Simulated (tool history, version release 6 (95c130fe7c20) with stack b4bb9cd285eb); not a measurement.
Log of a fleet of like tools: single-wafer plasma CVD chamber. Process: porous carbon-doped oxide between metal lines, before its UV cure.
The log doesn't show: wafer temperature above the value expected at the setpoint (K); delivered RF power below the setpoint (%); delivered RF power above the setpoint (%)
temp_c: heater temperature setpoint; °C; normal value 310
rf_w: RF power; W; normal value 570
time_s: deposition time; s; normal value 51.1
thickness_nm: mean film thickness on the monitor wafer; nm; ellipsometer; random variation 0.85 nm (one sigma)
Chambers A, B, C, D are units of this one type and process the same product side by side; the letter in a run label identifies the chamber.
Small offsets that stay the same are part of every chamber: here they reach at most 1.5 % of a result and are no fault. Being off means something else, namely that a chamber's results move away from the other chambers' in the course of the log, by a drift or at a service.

run	hour	temp_c	rf_w	time_s	hours since the last thermocouple change	hours since the last RF generator calibration	read-back reference wafer on the same gauge, thickness_nm	thickness_nm
# hour 4.0: chamber B: thermocouple changed; heater temperature recalibrated
1A	4.6	310	570	51.1	982.8	531.8	267.97	281.11
2D	7.5	310	570	51.1	287.9	1010.9	267.90	281.54
3B	11.5	310	570	51.1	7.6	1636.7	267.96	279.52
4C	16.1	310	570	51.1	407.1	827.0	267.92	277.03
5A	20.4	310	570	51.1	998.6	547.6	268.06	282.19
6C	24.8	310	570	51.1	415.8	835.7	267.93	278.60
7B	30.1	310	570	51.1	26.2	1655.3	267.84	278.70
8D	34.2	310	570	51.1	314.6	1037.6	267.97	280.88
9C	38.6	310	570	51.1	429.6	849.5	267.92	277.04
10D	43.0	310	570	51.1	323.4	1046.4	267.85	282.10
11A	47.7	310	570	51.1	1025.9	574.9	268.33	281.16
12B	52.5	310	570	51.1	48.6	1677.7	268.02	277.76
13B	57.0	310	570	51.1	53.1	1682.2	268.18	279.96
14A	62.8	310	570	51.1	1041.0	590.0	268.03	281.70
15C	67.9	320	530	51.1	458.9	878.8	268.11	250.52
# hour 68.2: chamber D: RF generator calibrated
16D	71.9	320	530	51.1	352.3	3.8	267.94	253.15
17B	75.2	320	530	51.1	71.3	1700.4	268.08	253.40
18C	78.3	320	530	51.1	469.3	889.2	268.03	248.59
19A	82.8	310	570	51.1	1061.0	610.0	267.82	283.22
20D	87.1	310	570	51.1	367.5	19.0	268.05	281.49
# hour 89.5: chamber B: RF generator calibrated
21A	91.3	310	570	51.1	1069.5	618.5	267.92	283.07
22D	94.2	310	570	51.1	374.6	26.1	268.10	281.55
23C	99.4	310	570	51.1	490.4	910.3	267.97	273.69
24B	103.4	310	570	51.1	99.5	13.9	267.91	278.58
25A	107.6	319	570	51.1	1085.8	634.8	267.79	267.79
26B	112.3	319	570	51.1	108.4	22.8	268.05	267.05
27D	115.0	319	570	51.1	395.4	46.9	267.82	268.13
28C	120.0	319	570	51.1	511.0	930.9	267.95	256.78
29A	124.6	310	570	51.1	1102.8	651.8	267.76	281.89
30B	129.7	310	570	51.1	125.8	40.2	268.06	279.20
31C	134.7	299	570	58.7	525.7	945.6	267.96	327.87
32D	137.6	299	570	58.7	418.0	69.5	267.83	342.14

All chambers now run identical settings, listed one chamber a line with results as question marks. What results will each chamber show?
33A	141.9	320	570	51.1				?
33B	141.9	320	570	51.1				?
33C	141.9	320	570	51.1				?
33D	141.9	320	570	51.1				?

run	thickness_nm
33A	268.19
33B	265.73
33C	254.43
33D	267.26
